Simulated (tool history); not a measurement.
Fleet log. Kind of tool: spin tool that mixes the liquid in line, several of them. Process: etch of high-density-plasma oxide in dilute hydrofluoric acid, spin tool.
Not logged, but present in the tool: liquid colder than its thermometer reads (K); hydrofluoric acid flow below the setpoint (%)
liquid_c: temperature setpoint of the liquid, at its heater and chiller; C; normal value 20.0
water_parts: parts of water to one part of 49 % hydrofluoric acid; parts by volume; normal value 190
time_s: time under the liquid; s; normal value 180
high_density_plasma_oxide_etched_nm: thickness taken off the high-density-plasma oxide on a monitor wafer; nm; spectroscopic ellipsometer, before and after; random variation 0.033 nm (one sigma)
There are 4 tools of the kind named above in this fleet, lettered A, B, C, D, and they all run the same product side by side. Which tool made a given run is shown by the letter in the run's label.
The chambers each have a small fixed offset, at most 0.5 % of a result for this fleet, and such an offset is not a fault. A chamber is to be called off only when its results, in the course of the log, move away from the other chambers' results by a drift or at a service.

run	hour	liquid_c	water_parts	time_s	hours since the thermometer was replaced	hours since the hydrofluoric acid flow meter was replaced	read-back film thickness of the high-density-plasma oxide reference wafer, read on the same gauge (nm)	high_density_plasma_oxide_etched_nm
1A	3.7	20.0	190	180	279.5	1378.4	110.00	3.7447
2D	7.7	20.0	190	180	1175.8	19.9	110.02	3.7872
3B	10.0	20.0	190	180	1191.2	817.4	110.00	3.7426
4C	13.9	20.0	190	180	116.6	1080.3	109.97	3.7262
5D	16.5	20.0	190	180	1184.6	28.7	109.96	3.7603
# hour 18.2: chamber D: thermometer replaced
6A	19.5	20.0	190	180	295.3	1394.2	109.99	3.7778
# hour 21.1: chamber A: hydrofluoric acid flow meter replaced
7B	22.2	20.0	190	180	1203.4	829.6	110.04	3.7323
8C	27.2	20.0	190	180	129.9	1093.6	109.97	3.7336
9B	31.8	20.0	190	180	1213.0	839.2	110.01	3.7408
10A	36.8	20.0	190	180	312.6	15.8	110.01	3.6936
11D	41.3	20.0	190	180	23.2	53.5	110.03	3.7089
12C	45.9	20.0	190	180	148.6	1112.3	109.99	3.6944
13D	49.9	20.0	190	180	31.8	62.1	109.97	3.7547
14C	53.6	20.0	190	180	156.3	1120.0	109.99	3.7596
15B	56.3	17.5	190	240	1237.5	863.7	110.01	4.5259
16A	60.5	17.5	190	240	336.3	39.5	110.01	4.4075
17A	65.5	17.5	190	240	341.3	44.5	110.02	4.2785
18C	69.0	17.5	190	240	171.7	1135.4	110.00	4.4413
19D	73.4	20.0	190	180	55.3	85.6	110.04	3.7602
20B	78.4	20.0	190	180	1259.6	885.8	110.00	3.6936
21A	80.6	20.0	190	180	356.4	59.6	110.03	3.4150
22B	83.0	20.0	190	180	1264.2	890.4	110.00	3.6440
23C	87.9	20.0	190	180	190.6	1154.3	110.01	3.7149
24D	90.7	20.0	190	180	72.6	102.9	109.96	3.7917
25D	95.7	17.0	190	180	77.6	107.9	110.02	3.3373
26C	100.4	17.0	190	180	203.1	1166.8	109.97	3.2997

Each of the 4 chambers runs these same settings next. Fill in every chamber's results:
27A	104.1	20.0	280	180				?
27B	104.1	20.0	280	180				?
27C	104.1	20.0	280	180				?
27D	104.1	20.0	280	180				?

run	high_density_plasma_oxide_etched_nm
27A	2.1373
27B	2.2978
27C	2.2819
27D	2.3169
